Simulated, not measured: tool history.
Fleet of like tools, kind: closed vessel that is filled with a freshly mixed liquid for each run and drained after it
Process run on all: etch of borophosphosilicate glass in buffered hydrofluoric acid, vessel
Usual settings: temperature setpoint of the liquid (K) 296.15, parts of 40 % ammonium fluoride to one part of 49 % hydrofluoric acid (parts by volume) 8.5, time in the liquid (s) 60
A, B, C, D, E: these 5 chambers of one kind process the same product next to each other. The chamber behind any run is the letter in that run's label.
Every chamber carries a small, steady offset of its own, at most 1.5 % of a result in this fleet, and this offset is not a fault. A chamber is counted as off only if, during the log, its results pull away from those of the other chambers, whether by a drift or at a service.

run	hour	temperature setpoint of the liquid (K)	parts of 40 % ammonium fluoride to one part of 49 % hydrofluoric acid (parts by volume)	time in the liquid (s)	read-back film thickness of the borophosphosilicate glass reference wafer, read on the same gauge (nm)	thickness taken off the borophosphosilicate glass on a monitor wafer (nm)
1B	5.5	296.15	8.5	60	130.00	139.810
2D	9.9	296.15	8.5	60	130.00	140.680
3E	14.4	296.15	8.5	60	130.01	138.520
# hour 15.2: chamber A: hydrofluoric acid flow meter replaced
4A	20.9	296.15	8.5	60	130.00	141.340
5C	26.5	296.15	8.5	60	129.99	140.180
6C	32.9	296.15	8.5	60	129.99	139.220
7D	39.7	296.15	8.5	60	129.99	140.330
8E	45.2	296.15	8.5	60	129.99	139.380
9A	51.0	296.15	8.5	60	130.01	141.210
10B	58.4	296.15	8.5	60	130.00	139.510
11E	65.0	296.15	8.5	60	130.00	139.450
12A	69.2	296.15	8.5	60	130.00	141.020
13D	76.3	296.15	8.5	60	129.97	141.900
14C	81.5	296.15	8.5	60	130.02	139.330
15B	86.4	296.15	8.5	60	129.99	138.580
16B	92.8	296.15	8.5	60	129.99	139.790
17A	99.0	296.15	8.5	60	130.00	141.260
18E	104.2	296.15	8.5	60	129.99	140.110
19D	108.8	296.15	8.5	60	129.99	140.840
20C	115.3	296.15	8.5	60	130.01	139.700
21D	120.6	291.15	8.5	60	130.02	106.140
22E	125.4	291.15	8.5	60	130.00	106.950
23C	130.6	291.15	8.5	60	130.02	107.090
24A	134.7	291.15	8.5	60	129.99	106.400
25B	138.3	291.15	8.5	60	129.98	106.040
26A	145.6	296.15	8.5	60	130.01	140.250
27E	151.1	296.15	8.5	60	130.02	139.810
28D	155.4	296.15	8.5	60	130.00	140.350
29B	161.5	296.15	8.5	90	130.01	207.470
30C	166.1	296.15	8.5	90	130.00	209.110
31C	174.2	296.15	8.5	90	130.00	212.140
32D	177.8	296.15	8.5	90	130.00	214.090
33B	183.7	296.15	8.5	90	130.01	209.430
34A	187.7	296.15	10.0	45	129.99	92.172

All chambers now run identical settings, listed one chamber a line with results as question marks. What results will each chamber show?
35A	193.5	296.15	10.0	60		?
35B	193.5	296.15	10.0	60		?
35C	193.5	296.15	10.0	60		?
35D	193.5	296.15	10.0	60		?
35E	193.5	296.15	10.0	60		?

run	thickness taken off the borophosphosilicate glass on a monitor wafer (nm)
35A	125.010
35B	122.000
35C	123.190
35D	124.560
35E	122.350

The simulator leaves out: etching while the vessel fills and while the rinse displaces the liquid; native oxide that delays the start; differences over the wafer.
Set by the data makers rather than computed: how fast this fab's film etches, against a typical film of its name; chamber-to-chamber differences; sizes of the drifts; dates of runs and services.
